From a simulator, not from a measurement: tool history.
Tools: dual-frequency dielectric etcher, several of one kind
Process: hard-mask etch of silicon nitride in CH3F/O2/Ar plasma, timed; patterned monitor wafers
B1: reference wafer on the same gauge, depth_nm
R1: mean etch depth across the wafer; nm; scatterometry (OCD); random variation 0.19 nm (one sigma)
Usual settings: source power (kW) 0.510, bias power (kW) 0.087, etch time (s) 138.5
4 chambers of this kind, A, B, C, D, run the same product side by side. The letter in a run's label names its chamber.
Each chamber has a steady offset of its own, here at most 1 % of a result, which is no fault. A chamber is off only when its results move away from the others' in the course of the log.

run 1A hour=12.7 | source_power_(kW)=0.510 bias_power_(kW)=0.087 etch_time_(s)=138.5 | B1=125.90 | R1=113.63
run 2B hour=21.7 | source_power_(kW)=0.510 bias_power_(kW)=0.087 etch_time_(s)=138.5 | B1=125.93 | R1=113.51
run 3C hour=33.9 | source_power_(kW)=0.510 bias_power_(kW)=0.087 etch_time_(s)=138.5 | B1=125.85 | R1=113.85
run 4D hour=48.3 | source_power_(kW)=0.510 bias_power_(kW)=0.087 etch_time_(s)=138.5 | B1=125.92 | R1=114.59
run 5C hour=61.2 | source_power_(kW)=0.510 bias_power_(kW)=0.087 etch_time_(s)=138.5 | B1=125.87 | R1=113.42
run 6D hour=72.8 | source_power_(kW)=0.510 bias_power_(kW)=0.087 etch_time_(s)=138.5 | B1=125.88 | R1=114.95
run 7B hour=85.9 | source_power_(kW)=0.510 bias_power_(kW)=0.087 etch_time_(s)=138.5 | B1=125.85 | R1=113.48
run 8A hour=97.2 | source_power_(kW)=0.510 bias_power_(kW)=0.087 etch_time_(s)=138.5 | B1=125.76 | R1=113.74
run 9A hour=111.3 | source_power_(kW)=0.510 bias_power_(kW)=0.087 etch_time_(s)=138.5 | B1=125.78 | R1=113.30
run 10D hour=122.6 | source_power_(kW)=0.510 bias_power_(kW)=0.087 etch_time_(s)=138.5 | B1=125.69 | R1=114.18
run 11B hour=137.1 | source_power_(kW)=0.510 bias_power_(kW)=0.087 etch_time_(s)=138.5 | B1=125.68 | R1=113.74
run 12C hour=150.2 | source_power_(kW)=0.510 bias_power_(kW)=0.087 etch_time_(s)=138.5 | B1=125.66 | R1=113.56
run 13D hour=156.9 | source_power_(kW)=0.510 bias_power_(kW)=0.087 etch_time_(s)=138.5 | B1=125.71 | R1=114.19
run 14B hour=168.8 | source_power_(kW)=0.510 bias_power_(kW)=0.087 etch_time_(s)=138.5 | B1=125.69 | R1=113.44
-- hour=173.2 chamber A: wet clean of the chamber
run 15A hour=180.3 | source_power_(kW)=0.630 bias_power_(kW)=0.087 etch_time_(s)=166.0 | B1=125.64 | R1=147.17
-- hour=183.1 chamber D: wet clean of the chamber
run 16C hour=190.2 | source_power_(kW)=0.630 bias_power_(kW)=0.087 etch_time_(s)=166.0 | B1=125.60 | R1=146.44
run 17B hour=203.5 | source_power_(kW)=0.630 bias_power_(kW)=0.087 etch_time_(s)=166.0 | B1=125.60 | R1=147.09
run 18C hour=218.0 | source_power_(kW)=0.630 bias_power_(kW)=0.087 etch_time_(s)=166.0 | B1=125.58 | R1=146.73
run 19A hour=228.4 | source_power_(kW)=0.510 bias_power_(kW)=0.066 etch_time_(s)=172.5 | B1=125.56 | R1=128.48
run 20D hour=241.8 | source_power_(kW)=0.510 bias_power_(kW)=0.066 etch_time_(s)=172.5 | B1=125.47 | R1=129.38
run 21D hour=255.2 | source_power_(kW)=0.510 bias_power_(kW)=0.066 etch_time_(s)=172.5 | B1=125.52 | R1=129.29
-- hour=257.1 chamber B: wet clean of the chamber
run 22B hour=269.2 | source_power_(kW)=0.510 bias_power_(kW)=0.066 etch_time_(s)=172.5 | B1=125.43 | R1=128.35
run 23C hour=282.6 | source_power_(kW)=0.510 bias_power_(kW)=0.087 etch_time_(s)=138.5 | B1=125.46 | R1=113.11
-- hour=291.9 chamber C: wet clean of the chamber
run 24A hour=295.6 | source_power_(kW)=0.510 bias_power_(kW)=0.087 etch_time_(s)=138.5 | B1=125.37 | R1=112.57
run 25B hour=303.6 | source_power_(kW)=0.510 bias_power_(kW)=0.087 etch_time_(s)=138.5 | B1=125.35 | R1=113.01
run 26C hour=310.2 | source_power_(kW)=0.510 bias_power_(kW)=0.087 etch_time_(s)=138.5 | B1=125.32 | R1=112.83
run 27D hour=321.6 | source_power_(kW)=0.510 bias_power_(kW)=0.087 etch_time_(s)=138.5 | B1=125.35 | R1=114.09
run 28A hour=328.2 | source_power_(kW)=0.510 bias_power_(kW)=0.087 etch_time_(s)=138.5 | B1=125.31 | R1=113.12
run 29A hour=341.3 | source_power_(kW)=0.510 bias_power_(kW)=0.087 etch_time_(s)=138.5 | B1=125.29 | R1=112.96
run 30B hour=355.0 | source_power_(kW)=0.510 bias_power_(kW)=0.087 etch_time_(s)=138.5 | B1=125.26 | R1=112.81
run 31D hour=367.6 | source_power_(kW)=0.510 bias_power_(kW)=0.087 etch_time_(s)=138.5 | B1=125.22 | R1=113.93
run 32C hour=375.9 | source_power_(kW)=0.510 bias_power_(kW)=0.087 etch_time_(s)=138.5 | B1=125.17 | R1=113.02
run 33C hour=385.4 | source_power_(kW)=0.510 bias_power_(kW)=0.087 etch_time_(s)=138.5 | B1=125.24 | R1=113.11
run 34A hour=399.5 | source_power_(kW)=0.510 bias_power_(kW)=0.087 etch_time_(s)=138.5 | B1=125.19 | R1=112.75
run 35D hour=411.8 | source_power_(kW)=0.510 bias_power_(kW)=0.087 etch_time_(s)=138.5 | B1=125.15 | R1=113.57

All 4 chambers run these settings next. Forecast each chamber's results:
run 36A hour=422.4 | source_power_(kW)=0.510 bias_power_(kW)=0.087 etch_time_(s)=138.5 | R1=?
run 36B hour=422.4 | source_power_(kW)=0.510 bias_power_(kW)=0.087 etch_time_(s)=138.5 | R1=?
run 36C hour=422.4 | source_power_(kW)=0.510 bias_power_(kW)=0.087 etch_time_(s)=138.5 | R1=?
run 36D hour=422.4 | source_power_(kW)=0.510 bias_power_(kW)=0.087 etch_time_(s)=138.5 | R1=?

run=36A R1=112.77
run=36B R1=112.48
run=36C R1=112.87
run=36D R1=113.62

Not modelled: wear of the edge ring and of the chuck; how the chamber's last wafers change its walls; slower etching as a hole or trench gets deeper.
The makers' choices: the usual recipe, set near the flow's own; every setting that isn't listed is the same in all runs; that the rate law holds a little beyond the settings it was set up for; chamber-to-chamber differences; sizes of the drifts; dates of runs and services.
